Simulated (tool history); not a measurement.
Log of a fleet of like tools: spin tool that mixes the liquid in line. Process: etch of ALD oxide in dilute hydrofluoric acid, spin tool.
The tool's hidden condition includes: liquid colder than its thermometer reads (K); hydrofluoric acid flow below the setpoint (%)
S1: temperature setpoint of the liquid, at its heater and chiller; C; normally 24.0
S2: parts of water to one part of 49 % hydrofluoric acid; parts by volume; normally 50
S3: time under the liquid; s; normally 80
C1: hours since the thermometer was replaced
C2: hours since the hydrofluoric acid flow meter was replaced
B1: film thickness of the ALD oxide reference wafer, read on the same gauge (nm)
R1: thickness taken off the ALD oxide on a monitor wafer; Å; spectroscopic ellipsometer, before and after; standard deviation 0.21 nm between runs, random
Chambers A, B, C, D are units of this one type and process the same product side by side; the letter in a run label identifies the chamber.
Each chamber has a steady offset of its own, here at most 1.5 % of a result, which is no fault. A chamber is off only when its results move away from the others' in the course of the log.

At hour 6.4: chamber D: hydrofluoric acid flow meter replaced.
Run 1C, hour 6.5: usual settings; C1 1964.2; C2 1351.2; B1 130.02. Result: R1 265.26 Å.
Run 2B, hour 13.1: usual settings; C1 81.7; C2 1376.3; B1 130.01. Result: R1 268.23 Å.
Run 3D, hour 21.8: usual settings; C1 919.0; C2 15.4; B1 129.98. Result: R1 267.94 Å.
Run 4A, hour 28.9: usual settings; C1 839.8; C2 275.8; B1 130.02. Result: R1 271.98 Å.
Run 5D, hour 33.7: usual settings; C1 930.9; C2 27.3; B1 129.97. Result: R1 264.05 Å.
Run 6C, hour 42.4: usual settings; C1 2000.1; C2 1387.1; B1 130.00. Result: R1 264.05 Å.
Run 7B, hour 49.8: usual settings but S1 28.5 C, S3 125 s; C1 118.4; C2 1413.0; B1 130.04. Result: R1 485.16 Å.
Run 8A, hour 59.5: usual settings but S1 28.5 C, S3 125 s; C1 870.4; C2 306.4; B1 129.99. Result: R1 510.72 Å.
Run 9A, hour 66.0: usual settings but S1 28.5 C, S3 125 s; C1 876.9; C2 312.9; B1 130.06. Result: R1 497.19 Å.
Run 10C, hour 72.5: usual settings but S1 28.5 C, S3 125 s; C1 2030.2; C2 1417.2; B1 130.01. Result: R1 489.99 Å.
Run 11B, hour 77.2: usual settings; C1 145.8; C2 1440.4; B1 130.04. Result: R1 258.33 Å.
Run 12D, hour 83.9: usual settings; C1 981.1; C2 77.5; B1 130.01. Result: R1 265.87 Å.
Run 13A, hour 90.7: usual settings; C1 901.6; C2 337.6; B1 130.03. Result: R1 266.06 Å.
Run 14C, hour 97.3: usual settings; C1 2055.0; C2 1442.0; B1 130.04. Result: R1 261.50 Å.
At hour 102.0: chamber A: thermometer replaced.
Run 15B, hour 104.3: usual settings; C1 172.9; C2 1467.5; B1 129.99. Result: R1 251.77 Å.
Run 16D, hour 113.2: usual settings but S1 25.5 C, S2 70 parts by volume; C1 1010.4; C2 106.8; B1 130.00. Result: R1 196.63 Å.
Run 17A, hour 120.6: usual settings but S1 25.5 C, S2 70 parts by volume; C1 18.6; C2 367.5; B1 129.98. Result: R1 194.40 Å.
Run 18B, hour 125.3: usual settings but S1 25.5 C, S2 70 parts by volume; C1 193.9; C2 1488.5; B1 130.01. Result: R1 183.02 Å.
Run 19C, hour 130.1: usual settings but S1 25.5 C, S2 70 parts by volume; C1 2087.8; C2 1474.8; B1 130.03. Result: R1 195.12 Å.
Run 20D, hour 134.8: usual settings; C1 1032.0; C2 128.4; B1 130.02. Result: R1 266.44 Å.
Run 21B, hour 140.9: usual settings; C1 209.5; C2 1504.1; B1 130.04. Result: R1 240.08 Å.
Run 22C, hour 147.1: usual settings; C1 2104.8; C2 1491.8; B1 129.95. Result: R1 262.80 Å.
Run 23A, hour 151.5: usual settings; C1 49.5; C2 398.4; B1 129.99. Result: R1 270.55 Å.
Run 24D, hour 158.3: usual settings; C1 1055.5; C2 151.9; B1 130.05. Result: R1 266.24 Å.
Run 25C, hour 165.0: usual settings; C1 2122.7; C2 1509.7; B1 130.02. Result: R1 261.83 Å.
Run 26D, hour 170.5: usual settings; C1 1067.7; C2 164.1; B1 130.02. Result: R1 267.33 Å.

All chambers now run identical settings, listed one chamber a line with results as question marks. What results will each chamber show?
Run 27A, hour 177.7: usual settings but S2 70 parts by volume. Result: R1 ?.
Run 27B, hour 177.7: usual settings but S2 70 parts by volume. Result: R1 ?.
Run 27C, hour 177.7: usual settings but S2 70 parts by volume. Result: R1 ?.
Run 27D, hour 177.7: usual settings but S2 70 parts by volume. Result: R1 ?.

run      R1
27A  182.26
27B  165.52
27C  183.76
27D  183.77
